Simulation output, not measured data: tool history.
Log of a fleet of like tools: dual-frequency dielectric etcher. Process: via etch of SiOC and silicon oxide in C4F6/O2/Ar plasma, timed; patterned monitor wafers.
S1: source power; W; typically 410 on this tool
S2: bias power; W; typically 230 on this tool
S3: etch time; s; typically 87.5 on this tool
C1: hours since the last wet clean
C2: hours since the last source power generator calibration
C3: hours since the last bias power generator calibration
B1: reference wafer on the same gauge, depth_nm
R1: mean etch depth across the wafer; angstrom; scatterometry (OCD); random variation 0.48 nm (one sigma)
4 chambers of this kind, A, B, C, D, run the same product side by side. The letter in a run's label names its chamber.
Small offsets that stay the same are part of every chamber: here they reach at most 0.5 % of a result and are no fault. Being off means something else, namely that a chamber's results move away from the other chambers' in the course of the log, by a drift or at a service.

run	hour	S1	S2	S3	C1	C2	C3	B1	R1
1C	4.4	410	230	87.5	203.7	1390.9	145.6	111.81	1080.4
2B	14.2	410	230	87.5	284.4	801.8	285.2	112	1081.5
3A	21.4	410	230	87.5	286.9	565.5	136.4	111.98	1079.4
4D	25.8	410	230	87.5	459.2	340.8	1329.7	111.89	1071.7
5C	32.4	410	230	87.5	231.7	1418.9	173.6	112	1082.5
6D	40.9	410	230	87.5	474.3	355.9	1344.8	112.01	1080.2
7B	47.8	410	230	87.5	318	835.4	318.8	112.13	1086.6
8A	53.8	410	230	87.5	319.3	597.9	168.8	112	1079.2
9A	58.2	410	230	87.5	323.7	602.3	173.2	112.02	1079.4
10C	66.9	410	230	87.5	266.2	1453.4	208.1	112.02	1078.7
11B	72.8	410	230	87.5	343	860.4	343.8	111.92	1083.4
12D	79.1	410	230	87.5	512.5	394.1	1383	112	1088.7
13A	88	410	230	87.5	353.5	632.1	203	112.1	1085.8
14D	94.7	410	230	87.5	528.1	409.7	1398.6	112.1	1084.4
# hour 100.2: chamber D: wet clean of the chamber
15B	102.8	410	230	87.5	373	890.4	373.8	111.93	1076.7
16C	109.3	410	230	87.5	308.6	1495.8	250.5	112.03	1092.6
17D	113.8	410	230	87.5	13.7	428.8	1417.7	111.86	1079.5
18C	122.5	410	230	87.5	321.8	1509	263.7	111.99	1101.6
19B	132	410	230	87.5	402.2	919.6	403	111.99	1084.3
20A	137.1	410	230	87.5	402.6	681.2	252.1	112.07	1075.6
21C	146.8	410	230	87.5	346.1	1533.3	288	111.84	1108.5
# hour 150.7: chamber B: wet clean of the chamber
22D	156.2	410	230	87.5	56.1	471.2	1460.1	111.93	1088.9
23B	163.2	410	230	87.5	12.5	950.8	434.2	112.05	1084.5
24A	172.5	410	230	87.5	438	716.6	287.5	112.02	1082
25C	177.4	410	230	87.5	376.7	1563.9	318.6	112.06	1118.8
26A	183.3	410	230	87.5	448.8	727.4	298.3	111.96	1073.5
27D	193.3	410	230	87.5	93.2	508.3	1497.2	112.16	1085.6
28B	198.6	410	230	87.5	47.9	986.2	469.6	112.03	1077.9
29D	207.6	410	230	87.5	107.5	522.6	1511.5	111.96	1087.5
30A	214.3	410	230	87.5	479.8	758.4	329.3	111.99	1078
31B	224.2	370	263	87.5	73.5	1011.8	495.2	111.82	1087.4
32C	229.5	370	263	87.5	428.8	1616	370.7	111.96	1144.7

Predict what each chamber gives when all 4 of them run the settings below next.
33A	236.7	410	230	87.5					?
33B	236.7	410	230	87.5					?
33C	236.7	410	230	87.5					?
33D	236.7	410	230	87.5					?

run	R1
33A	1073.1
33B	1087.4
33C	1136
33D	1082.5

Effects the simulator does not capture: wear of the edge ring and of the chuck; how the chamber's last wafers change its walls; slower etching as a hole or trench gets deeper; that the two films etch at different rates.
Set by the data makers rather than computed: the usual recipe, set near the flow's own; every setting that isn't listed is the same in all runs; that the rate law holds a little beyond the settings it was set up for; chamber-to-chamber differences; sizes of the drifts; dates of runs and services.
